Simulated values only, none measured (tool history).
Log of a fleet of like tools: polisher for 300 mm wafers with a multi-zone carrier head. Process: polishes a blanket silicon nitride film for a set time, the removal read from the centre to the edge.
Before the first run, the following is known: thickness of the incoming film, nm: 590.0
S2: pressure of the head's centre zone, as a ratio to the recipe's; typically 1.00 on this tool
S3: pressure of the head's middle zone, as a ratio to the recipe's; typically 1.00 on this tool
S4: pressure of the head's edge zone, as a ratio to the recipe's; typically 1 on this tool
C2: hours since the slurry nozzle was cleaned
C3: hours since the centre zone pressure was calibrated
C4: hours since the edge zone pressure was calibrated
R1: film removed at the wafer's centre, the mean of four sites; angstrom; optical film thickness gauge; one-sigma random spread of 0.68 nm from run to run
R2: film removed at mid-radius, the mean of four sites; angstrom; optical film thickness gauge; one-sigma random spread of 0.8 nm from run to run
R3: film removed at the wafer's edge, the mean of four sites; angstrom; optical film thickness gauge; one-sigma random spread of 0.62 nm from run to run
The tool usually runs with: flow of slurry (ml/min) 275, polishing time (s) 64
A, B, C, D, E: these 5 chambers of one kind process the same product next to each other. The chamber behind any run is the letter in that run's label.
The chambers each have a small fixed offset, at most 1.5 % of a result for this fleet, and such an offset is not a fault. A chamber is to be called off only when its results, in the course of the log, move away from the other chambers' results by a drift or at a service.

{"hour": 4.7, "done": "chamber B: worn pad replaced by a new one"}
{"run": "1B", "hour": 6.1, "flow of slurry (ml/min)": 275, "S2": 1.0, "S3": 1.0, "S4": 1, "polishing time (s)": 64, "wafers polished on this pad": 9, "C2": 100.5, "C3": 190.2, "C4": 111.9, "R1": 728.8, "R2": 735.08, "R3": 727.98}
{"run": "2A", "hour": 16.9, "flow of slurry (ml/min)": 275, "S2": 1.0, "S3": 1.0, "S4": 1, "polishing time (s)": 64, "wafers polished on this pad": 688, "C2": 348.5, "C3": 274.2, "C4": 27.4, "R1": 721.91, "R2": 734.15, "R3": 726.77}
{"run": "3E", "hour": 25.3, "flow of slurry (ml/min)": 275, "S2": 1.0, "S3": 1.0, "S4": 1, "polishing time (s)": 64, "wafers polished on this pad": 649, "C2": 489.2, "C3": 518.8, "C4": 182.7, "R1": 751.91, "R2": 734.52, "R3": 743.48}
{"run": "4C", "hour": 33.1, "flow of slurry (ml/min)": 275, "S2": 1.0, "S3": 1.0, "S4": 1, "polishing time (s)": 64, "wafers polished on this pad": 983, "C2": 254.4, "C3": 1056.6, "C4": 293.7, "R1": 729.92, "R2": 739.23, "R3": 732.3}
{"hour": 36.7, "done": "chamber E: worn pad replaced by a new one"}
{"hour": 41.1, "done": "chamber C: worn pad replaced by a new one"}
{"run": "5D", "hour": 41.5, "flow of slurry (ml/min)": 275, "S2": 1.0, "S3": 1.0, "S4": 1, "polishing time (s)": 64, "wafers polished on this pad": 514, "C2": 487.2, "C3": 577.0, "C4": 817.9, "R1": 726.78, "R2": 715.82, "R3": 728.2}
{"run": "6E", "hour": 47.7, "flow of slurry (ml/min)": 275, "S2": 1.0, "S3": 1.0, "S4": 1, "polishing time (s)": 64, "wafers polished on this pad": 73, "C2": 511.6, "C3": 541.2, "C4": 205.1, "R1": 736.57, "R2": 727.2, "R3": 730.66}
{"hour": 57.2, "done": "chamber E: centre zone pressure recalibrated"}
{"run": "7C", "hour": 57.5, "flow of slurry (ml/min)": 275, "S2": 1.0, "S3": 1.0, "S4": 1, "polishing time (s)": 64, "wafers polished on this pad": 108, "C2": 278.8, "C3": 1081.0, "C4": 318.1, "R1": 743.52, "R2": 739.13, "R3": 736.13}
{"hour": 62.0, "done": "chamber D: worn pad replaced by a new one"}
{"hour": 62.9, "done": "chamber D: slurry nozzle cleaned"}
{"run": "8D", "hour": 64.3, "flow of slurry (ml/min)": 275, "S2": 1.0, "S3": 1.0, "S4": 1, "polishing time (s)": 64, "wafers polished on this pad": 15, "C2": 1.5, "C3": 599.8, "C4": 840.7, "R1": 736.01, "R2": 732.08, "R3": 749.96}
{"run": "9B", "hour": 73.7, "flow of slurry (ml/min)": 275, "S2": 1.0, "S3": 1.0, "S4": 1, "polishing time (s)": 64, "wafers polished on this pad": 455, "C2": 168.1, "C3": 257.8, "C4": 179.5, "R1": 728.64, "R2": 727.93, "R3": 734.35}
{"run": "10A", "hour": 80.1, "flow of slurry (ml/min)": 275, "S2": 1.0, "S3": 1.0, "S4": 1, "polishing time (s)": 64, "wafers polished on this pad": 1105, "C2": 411.7, "C3": 337.4, "C4": 90.6, "R1": 745.47, "R2": 722.88, "R3": 724.17}
{"run": "11C", "hour": 91.9, "flow of slurry (ml/min)": 275, "S2": 1.0, "S3": 1.0, "S4": 1, "polishing time (s)": 64, "wafers polished on this pad": 335, "C2": 313.2, "C3": 1115.4, "C4": 352.5, "R1": 730.88, "R2": 722.43, "R3": 729.6}
{"run": "12E", "hour": 98.7, "flow of slurry (ml/min)": 275, "S2": 1.0, "S3": 1.0, "S4": 1, "polishing time (s)": 64, "wafers polished on this pad": 409, "C2": 562.6, "C3": 41.6, "C4": 256.1, "R1": 728.03, "R2": 718.88, "R3": 725.58}
{"run": "13D", "hour": 107.5, "flow of slurry (ml/min)": 275, "S2": 1.0, "S3": 1.0, "S4": 1, "polishing time (s)": 64, "wafers polished on this pad": 300, "C2": 44.7, "C3": 643.0, "C4": 883.9, "R1": 744.24, "R2": 720.44, "R3": 728.09}
{"run": "14A", "hour": 116.3, "flow of slurry (ml/min)": 275, "S2": 1.0, "S3": 1.0, "S4": 1, "polishing time (s)": 64, "wafers polished on this pad": 1343, "C2": 447.9, "C3": 373.6, "C4": 126.8, "R1": 744.41, "R2": 752.89, "R3": 737.45}
{"hour": 117.0, "done": "chamber E: slurry nozzle cleaned"}
{"hour": 122.2, "done": "chamber B: worn pad replaced by a new one"}
{"run": "15B", "hour": 127.7, "flow of slurry (ml/min)": 215, "S2": 1.1, "S3": 1.0, "S4": 1, "polishing time (s)": 64, "wafers polished on this pad": 36, "C2": 222.1, "C3": 311.8, "C4": 233.5, "R1": 781.13, "R2": 717.85, "R3": 719.06}
{"run": "16E", "hour": 134.9, "flow of slurry (ml/min)": 215, "S2": 1.1, "S3": 1.0, "S4": 1, "polishing time (s)": 64, "wafers polished on this pad": 648, "C2": 17.9, "C3": 77.8, "C4": 292.3, "R1": 796.94, "R2": 703.35, "R3": 725.69}
{"run": "17D", "hour": 144.4, "flow of slurry (ml/min)": 215, "S2": 1.1, "S3": 1.0, "S4": 1, "polishing time (s)": 64, "wafers polished on this pad": 543, "C2": 81.6, "C3": 679.9, "C4": 920.8, "R1": 789.49, "R2": 702.71, "R3": 717.11}
{"hour": 152.5, "done": "chamber D: edge zone pressure recalibrated"}
{"run": "18C", "hour": 153.4, "flow of slurry (ml/min)": 215, "S2": 1.1, "S3": 1.0, "S4": 1, "polishing time (s)": 64, "wafers polished on this pad": 740, "C2": 374.7, "C3": 1176.9, "C4": 414.0, "R1": 788.28, "R2": 708.54, "R3": 709.39}
{"hour": 155.5, "done": "chamber A: worn pad replaced by a new one"}
{"hour": 156.0, "done": "chamber E: worn pad replaced by a new one"}
{"run": "19A", "hour": 162.6, "flow of slurry (ml/min)": 215, "S2": 1.1, "S3": 1.0, "S4": 1, "polishing time (s)": 64, "wafers polished on this pad": 47, "C2": 494.2, "C3": 419.9, "C4": 173.1, "R1": 783.72, "R2": 715.62, "R3": 708.05}
{"hour": 169.7, "done": "chamber A: slurry nozzle cleaned"}
{"run": "20B", "hour": 169.9, "flow of slurry (ml/min)": 275, "S2": 1.0, "S3": 1.0, "S4": 1, "polishing time (s)": 64, "wafers polished on this pad": 315, "C2": 264.3, "C3": 354.0, "C4": 275.7, "R1": 736.19, "R2": 724.49, "R3": 721.88}
{"hour": 172.9, "done": "chamber D: worn pad replaced by a new one"}
{"run": "21B", "hour": 180.3, "flow of slurry (ml/min)": 275, "S2": 1.0, "S3": 1.0, "S4": 1, "polishing time (s)": 64, "wafers polished on this pad": 383, "C2": 274.7, "C3": 364.4, "C4": 286.1, "R1": 741.9, "R2": 729.46, "R3": 732.55}
{"run": "22A", "hour": 191.5, "flow of slurry (ml/min)": 275, "S2": 1.04, "S3": 1.0, "S4": 1, "polishing time (s)": 46, "wafers polished on this pad": 238, "C2": 21.9, "C3": 448.8, "C4": 202.0, "R1": 546.19, "R2": 533.17, "R3": 528.44}
{"hour": 199.9, "done": "chamber C: worn pad replaced by a new one"}
{"run": "23C", "hour": 200.4, "flow of slurry (ml/min)": 275, "S2": 1.04, "S3": 1.0, "S4": 1, "polishing time (s)": 46, "wafers polished on this pad": 3, "C2": 421.7, "C3": 1223.9, "C4": 461.0, "R1": 550.23, "R2": 532.7, "R3": 518.67}
{"run": "24E", "hour": 211.4, "flow of slurry (ml/min)": 275, "S2": 1.04, "S3": 1.0, "S4": 1, "polishing time (s)": 46, "wafers polished on this pad": 365, "C2": 94.4, "C3": 154.3, "C4": 368.8, "R1": 551.18, "R2": 517.3, "R3": 530.05}
{"run": "25D", "hour": 222.5, "flow of slurry (ml/min)": 275, "S2": 1.04, "S3": 1.0, "S4": 1, "polishing time (s)": 46, "wafers polished on this pad": 327, "C2": 159.7, "C3": 758.0, "C4": 70.0, "R1": 545.19, "R2": 519.13, "R3": 523.86}
{"hour": 229.5, "done": "chamber B: worn pad replaced by a new one"}
{"run": "26D", "hour": 232.2, "flow of slurry (ml/min)": 275, "S2": 1.04, "S3": 1.0, "S4": 1, "polishing time (s)": 46, "wafers polished on this pad": 391, "C2": 169.4, "C3": 767.7, "C4": 79.7, "R1": 559.8, "R2": 515.01, "R3": 525.54}
{"hour": 234.3, "done": "chamber B: centre zone pressure recalibrated"}
{"run": "27B", "hour": 237.3, "flow of slurry (ml/min)": 275, "S2": 1.0, "S3": 1.0, "S4": 1, "polishing time (s)": 64, "wafers polished on this pad": 51, "C2": 331.7, "C3": 3.0, "C4": 343.1, "R1": 730.64, "R2": 727.8, "R3": 732.37}
{"run": "28E", "hour": 248.4, "flow of slurry (ml/min)": 275, "S2": 1.0, "S3": 1.0, "S4": 1, "polishing time (s)": 64, "wafers polished on this pad": 609, "C2": 131.4, "C3": 191.3, "C4": 405.8, "R1": 743.62, "R2": 721.45, "R3": 745.25}
{"hour": 254.3, "done": "chamber E: worn pad replaced by a new one"}
{"run": "29A", "hour": 258.7, "flow of slurry (ml/min)": 200, "S2": 1.0, "S3": 1.0, "S4": 1, "polishing time (s)": 73, "wafers polished on this pad": 681, "C2": 89.1, "C3": 516.0, "C4": 269.2, "R1": 795.66, "R2": 803.96, "R3": 824.96}
{"run": "30C", "hour": 266.6, "flow of slurry (ml/min)": 200, "S2": 1.0, "S3": 1.0, "S4": 1, "polishing time (s)": 73, "wafers polished on this pad": 440, "C2": 487.9, "C3": 1290.1, "C4": 527.2, "R1": 788.92, "R2": 795.9, "R3": 807.58}
{"run": "31A", "hour": 273.2, "flow of slurry (ml/min)": 200, "S2": 1.0, "S3": 1.0, "S4": 1, "polishing time (s)": 73, "wafers polished on this pad": 777, "C2": 103.6, "C3": 530.5, "C4": 283.7, "R1": 793.27, "R2": 807.43, "R3": 812.9}
{"hour": 279.0, "done": "chamber B: slurry nozzle cleaned"}
{"run": "32D", "hour": 283.2, "flow of slurry (ml/min)": 200, "S2": 1.0, "S3": 1.0, "S4": 1, "polishing time (s)": 73, "wafers polished on this pad": 727, "C2": 220.4, "C3": 818.7, "C4": 130.7, "R1": 810.8, "R2": 791.76, "R3": 805.79}
{"hour": 288.0, "done": "chamber D: worn pad replaced by a new one"}
{"run": "33E", "hour": 289.8, "flow of slurry (ml/min)": 200, "S2": 1.0, "S3": 1.0, "S4": 1, "polishing time (s)": 73, "wafers polished on this pad": 234, "C2": 172.8, "C3": 232.7, "C4": 447.2, "R1": 806.48, "R2": 792.33, "R3": 806.62}
{"run": "34B", "hour": 301.0, "flow of slurry (ml/min)": 275, "S2": 1.0, "S3": 1.0, "S4": 1, "polishing time (s)": 64, "wafers polished on this pad": 471, "C2": 22.1, "C3": 66.7, "C4": 406.8, "R1": 727.44, "R2": 727.9, "R3": 721.01}
{"run": "35C", "hour": 307.0, "flow of slurry (ml/min)": 275, "S2": 0.89, "S3": 0.94, "S4": 1, "polishing time (s)": 64, "wafers polished on this pad": 706, "C2": 528.3, "C3": 1330.5, "C4": 567.6, "R1": 645.02, "R2": 678.99, "R3": 737.64}
{"run": "36C", "hour": 316.2, "flow of slurry (ml/min)": 275, "S2": 0.89, "S3": 0.94, "S4": 1, "polishing time (s)": 64, "wafers polished on this pad": 767, "C2": 537.5, "C3": 1339.7, "C4": 576.8, "R1": 633.49, "R2": 679.75, "R3": 738.04}
{"run": "37B", "hour": 322.7, "flow of slurry (ml/min)": 275, "S2": 0.89, "S3": 0.94, "S4": 1, "polishing time (s)": 64, "wafers polished on this pad": 614, "C2": 43.8, "C3": 88.4, "C4": 428.5, "R1": 646.36, "R2": 696.08, "R3": 735.49}
{"run": "38D", "hour": 328.2, "flow of slurry (ml/min)": 275, "S2": 0.89, "S3": 0.94, "S4": 1, "polishing time (s)": 64, "wafers polished on this pad": 265, "C2": 265.4, "C3": 863.7, "C4": 175.7, "R1": 645.48, "R2": 677.4, "R3": 735.64}

All 5 chambers run these settings next. Forecast each chamber's results:
{"run": "39A", "hour": 336.8, "flow of slurry (ml/min)": 275, "S2": 1.0, "S3": 1.0, "S4": 1, "polishing time (s)": 64, "R1": "?", "R2": "?", "R3": "?"}
{"run": "39B", "hour": 336.8, "flow of slurry (ml/min)": 275, "S2": 1.0, "S3": 1.0, "S4": 1, "polishing time (s)": 64, "R1": "?", "R2": "?", "R3": "?"}
{"run": "39C", "hour": 336.8, "flow of slurry (ml/min)": 275, "S2": 1.0, "S3": 1.0, "S4": 1, "polishing time (s)": 64, "R1": "?", "R2": "?", "R3": "?"}
{"run": "39D", "hour": 336.8, "flow of slurry (ml/min)": 275, "S2": 1.0, "S3": 1.0, "S4": 1, "polishing time (s)": 64, "R1": "?", "R2": "?", "R3": "?"}
{"run": "39E", "hour": 336.8, "flow of slurry (ml/min)": 275, "S2": 1.0, "S3": 1.0, "S4": 1, "polishing time (s)": 64, "R1": "?", "R2": "?", "R3": "?"}

run=39A R1=729.85 R2=745.62 R3=729.57
run=39B R1=726.46 R2=738.46 R3=726.81
run=39C R1=731.06 R2=724.32 R3=726.15
run=39D R1=753.21 R2=732.29 R3=729.52
run=39E R1=752.67 R2=725.55 R3=739.52

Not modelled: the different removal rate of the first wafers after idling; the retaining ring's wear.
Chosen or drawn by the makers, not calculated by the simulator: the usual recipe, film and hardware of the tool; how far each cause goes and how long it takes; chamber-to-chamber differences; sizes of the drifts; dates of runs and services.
